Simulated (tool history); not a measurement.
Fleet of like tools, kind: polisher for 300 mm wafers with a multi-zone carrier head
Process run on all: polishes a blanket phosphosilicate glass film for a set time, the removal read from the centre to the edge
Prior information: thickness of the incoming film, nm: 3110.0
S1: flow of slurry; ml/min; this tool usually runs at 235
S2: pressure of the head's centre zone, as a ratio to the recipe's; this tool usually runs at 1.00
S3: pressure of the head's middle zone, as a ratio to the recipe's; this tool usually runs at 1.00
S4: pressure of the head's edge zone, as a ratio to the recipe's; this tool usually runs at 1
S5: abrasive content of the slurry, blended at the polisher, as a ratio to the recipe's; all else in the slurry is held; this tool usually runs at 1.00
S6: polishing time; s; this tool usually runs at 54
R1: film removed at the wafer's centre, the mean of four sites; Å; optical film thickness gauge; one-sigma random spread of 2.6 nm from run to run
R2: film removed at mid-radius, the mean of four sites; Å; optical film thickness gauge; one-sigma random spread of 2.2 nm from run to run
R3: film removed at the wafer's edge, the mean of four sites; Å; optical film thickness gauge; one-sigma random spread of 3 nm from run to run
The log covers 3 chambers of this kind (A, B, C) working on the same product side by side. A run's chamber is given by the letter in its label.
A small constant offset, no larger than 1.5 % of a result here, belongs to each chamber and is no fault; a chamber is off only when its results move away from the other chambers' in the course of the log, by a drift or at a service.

{"run": "1C", "day": 0.462, "S1": 235, "S2": 1.0, "S3": 1.0, "S4": 1, "S5": 1.0, "S6": 54, "R1": 3229.4, "R2": 3235.6, "R3": 3219.3}
{"day": 0.588, "done": "chamber B: worn pad replaced by a new one"}
{"run": "2A", "day": 0.788, "S1": 235, "S2": 1.0, "S3": 1.0, "S4": 1, "S5": 1.0, "S6": 54, "R1": 3216.7, "R2": 3243.5, "R3": 3257.2}
{"run": "3B", "day": 1.246, "S1": 235, "S2": 1.0, "S3": 1.0, "S4": 1, "S5": 1.0, "S6": 54, "R1": 3188.2, "R2": 3239.3, "R3": 3245.6}
{"day": 1.371, "done": "chamber A: worn pad replaced by a new one"}
{"run": "4A", "day": 1.646, "S1": 235, "S2": 1.0, "S3": 1.0, "S4": 1, "S5": 1.0, "S6": 54, "R1": 3209.0, "R2": 3249.6, "R3": 3256.5}
{"run": "5C", "day": 1.996, "S1": 235, "S2": 1.0, "S3": 1.0, "S4": 1, "S5": 1.0, "S6": 54, "R1": 3215.5, "R2": 3217.6, "R3": 3305.8}
{"day": 2.158, "done": "chamber C: worn pad replaced by a new one"}
{"run": "6B", "day": 2.3, "S1": 235, "S2": 1.0, "S3": 1.0, "S4": 1, "S5": 1.0, "S6": 54, "R1": 3254.1, "R2": 3225.2, "R3": 3155.7}
{"run": "7C", "day": 2.946, "S1": 235, "S2": 1.0, "S3": 1.0, "S4": 1, "S5": 1.0, "S6": 54, "R1": 3226.0, "R2": 3226.0, "R3": 3253.3}
{"run": "8A", "day": 3.25, "S1": 235, "S2": 1.0, "S3": 1.0, "S4": 1, "S5": 1.0, "S6": 54, "R1": 3207.7, "R2": 3298.2, "R3": 3256.9}
{"run": "9B", "day": 3.746, "S1": 280, "S2": 1.0, "S3": 1.0, "S4": 1, "S5": 0.85, "S6": 54, "R1": 3052.4, "R2": 3080.8, "R3": 3048.1}
{"run": "10B", "day": 4.258, "S1": 280, "S2": 1.0, "S3": 1.0, "S4": 1, "S5": 0.85, "S6": 54, "R1": 3055.5, "R2": 3074.9, "R3": 3072.2}
{"day": 4.408, "done": "chamber A: worn pad replaced by a new one"}
{"day": 4.562, "done": "chamber B: worn pad replaced by a new one"}
{"run": "11C", "day": 4.567, "S1": 280, "S2": 1.0, "S3": 1.0, "S4": 1, "S5": 0.85, "S6": 54, "R1": 2980.4, "R2": 3064.1, "R3": 3031.4}
{"run": "12A", "day": 4.925, "S1": 235, "S2": 1.0, "S3": 1.0, "S4": 1, "S5": 1.0, "S6": 54, "R1": 3158.3, "R2": 3213.9, "R3": 3219.3}
{"day": 5.254, "done": "chamber C: worn pad replaced by a new one"}
{"run": "13C", "day": 5.479, "S1": 235, "S2": 1.07, "S3": 1.0, "S4": 1, "S5": 1.0, "S6": 54, "R1": 3350.7, "R2": 3250.0, "R3": 3276.9}
{"run": "14B", "day": 5.992, "S1": 235, "S2": 1.07, "S3": 1.0, "S4": 1, "S5": 1.0, "S6": 54, "R1": 3534.1, "R2": 3228.7, "R3": 3227.3}
{"run": "15A", "day": 6.388, "S1": 235, "S2": 1.07, "S3": 1.0, "S4": 1, "S5": 1.0, "S6": 54, "R1": 3432.3, "R2": 3251.5, "R3": 3283.1}
{"run": "16C", "day": 6.762, "S1": 235, "S2": 1.0, "S3": 1.0, "S4": 1, "S5": 1.0, "S6": 54, "R1": 3143.5, "R2": 3248.5, "R3": 3298.9}
{"run": "17B", "day": 7.25, "S1": 235, "S2": 1.0, "S3": 1.0, "S4": 1, "S5": 1.0, "S6": 54, "R1": 3217.8, "R2": 3261.8, "R3": 3218.2}
{"day": 7.646, "done": "chamber A: worn pad replaced by a new one"}
{"run": "18A", "day": 7.729, "S1": 235, "S2": 1.0, "S3": 1.0, "S4": 1, "S5": 1.0, "S6": 54, "R1": 3268.4, "R2": 3229.7, "R3": 3261.9}
{"day": 7.783, "done": "chamber B: worn pad replaced by a new one"}
{"day": 7.867, "done": "chamber C: worn pad replaced by a new one"}
{"run": "19A", "day": 8.067, "S1": 235, "S2": 1.0, "S3": 1.0, "S4": 1, "S5": 1.0, "S6": 54, "R1": 3193.5, "R2": 3254.1, "R3": 3304.7}
{"run": "20C", "day": 8.692, "S1": 235, "S2": 1.0, "S3": 1.0, "S4": 1, "S5": 1.0, "S6": 54, "R1": 3109.6, "R2": 3241.0, "R3": 3304.3}
{"run": "21B", "day": 9.2, "S1": 235, "S2": 1.0, "S3": 1.0, "S4": 1, "S5": 1.0, "S6": 54, "R1": 3217.0, "R2": 3254.3, "R3": 3235.9}
{"day": 9.546, "done": "chamber B: slurry nozzle cleaned"}
{"run": "22C", "day": 9.662, "S1": 235, "S2": 1.0, "S3": 1.0, "S4": 1, "S5": 1.0, "S6": 54, "R1": 3097.1, "R2": 3209.1, "R3": 3267.3}
{"run": "23B", "day": 9.992, "S1": 235, "S2": 1.0, "S3": 1.0, "S4": 1, "S5": 1.0, "S6": 54, "R1": 3225.4, "R2": 3235.1, "R3": 3228.6}
{"day": 10.267, "done": "chamber A: worn pad replaced by a new one"}
{"run": "24A", "day": 10.279, "S1": 235, "S2": 1.0, "S3": 1.0, "S4": 1, "S5": 1.0, "S6": 54, "R1": 3194.7, "R2": 3262.6, "R3": 3271.3}
{"run": "25B", "day": 10.825, "S1": 235, "S2": 1.0, "S3": 1.0, "S4": 1, "S5": 1.0, "S6": 54, "R1": 3222.3, "R2": 3241.9, "R3": 3210.4}
{"day": 10.992, "done": "chamber C: worn pad replaced by a new one"}
{"day": 11.346, "done": "chamber B: worn pad replaced by a new one"}
{"run": "26A", "day": 11.396, "S1": 235, "S2": 1.0, "S3": 1.0, "S4": 1, "S5": 1.0, "S6": 54, "R1": 3223.5, "R2": 3243.9, "R3": 3216.4}
{"run": "27C", "day": 12.0, "S1": 235, "S2": 1.0, "S3": 1.0, "S4": 1, "S5": 1.0, "S6": 54, "R1": 3030.0, "R2": 3252.4, "R3": 3266.4}
{"run": "28A", "day": 12.312, "S1": 235, "S2": 1.0, "S3": 1.0, "S4": 1, "S5": 1.0, "S6": 54, "R1": 3217.0, "R2": 3320.1, "R3": 3233.4}
{"run": "29C", "day": 12.858, "S1": 235, "S2": 1.0, "S3": 1.0, "S4": 1, "S5": 1.0, "S6": 54, "R1": 2973.2, "R2": 3237.1, "R3": 3270.4}
{"day": 13.408, "done": "chamber A: worn pad replaced by a new one"}
{"run": "30B", "day": 13.479, "S1": 235, "S2": 0.89, "S3": 0.94, "S4": 1, "S5": 1.0, "S6": 54, "R1": 2852.1, "R2": 3072.2, "R3": 3254.7}
{"day": 13.675, "done": "chamber A: centre zone pressure recalibrated"}
{"run": "31A", "day": 14.025, "S1": 235, "S2": 0.89, "S3": 0.94, "S4": 1, "S5": 1.0, "S6": 54, "R1": 2845.7, "R2": 3093.8, "R3": 3252.5}
{"day": 14.446, "done": "chamber C: worn pad replaced by a new one"}
{"run": "32B", "day": 14.658, "S1": 235, "S2": 0.89, "S3": 0.94, "S4": 1, "S5": 1.0, "S6": 54, "R1": 2847.6, "R2": 3053.9, "R3": 3257.4}
{"run": "33C", "day": 15.283, "S1": 235, "S2": 1.0, "S3": 1.0, "S4": 1, "S5": 1.0, "S6": 54, "R1": 2957.7, "R2": 3232.0, "R3": 3343.0}

Does one chamber stand apart from the rest, does the shared gauge drift, or is all well apart from small per-chamber offsets? Give the chamber and the most likely cause, where there is one.

It is chamber C that slowly wanders off from its peers.
Likeliest cause: centre zone's pressure below its setpoint, % = 7.77.

Here are 4 candidates for chamber C's next run, each the usual settings with a change, their results left as question marks. Which one brings its results back in line with what the others give on the usual settings?
A result is in line if it is within this distance of the other chambers' mean on the usual settings: R1 89.0 Å; R2 76.0 Å; R3 100.0 Å
{"run": "34C-1", "day": 15.75, "S1": 225, "S2": 0.85, "S3": 1.0, "S4": 1.07, "S5": 1.0, "S6": 54, "R1": "?", "R2": "?", "R3": "?"}
{"run": "34C-2", "day": 15.75, "S1": 230, "S2": 0.92, "S3": 1.0, "S4": 1.04, "S5": 1.0, "S6": 54, "R1": "?", "R2": "?", "R3": "?"}
{"run": "34C-3", "day": 15.75, "S1": 250, "S2": 1.17, "S3": 1.0, "S4": 0.92, "S5": 1.0, "S6": 54, "R1": "?", "R2": "?", "R3": "?"}
{"run": "34C-4", "day": 15.75, "S1": 240, "S2": 1.08, "S3": 1.0, "S4": 0.96, "S5": 1.0, "S6": 54, "R1": "?", "R2": "?", "R3": "?"}

Usual-settings mean across the other chambers: R1 3231.2 Å; R2 3251.9 Å; R3 3237.2 Å
run=34C-1 R1=2461.5 R2=3218.7 R3=3391.2
run=34C-2 R1=2695.5 R2=3226.6 R3=3347.5
run=34C-3 R1=3543.1 R2=3255.5 R3=3167.6
run=34C-4 R1=3231.5 R2=3241.2 R3=3224.4
The answer is 34C-4, which returns the chamber to within the allowed miss of the others.
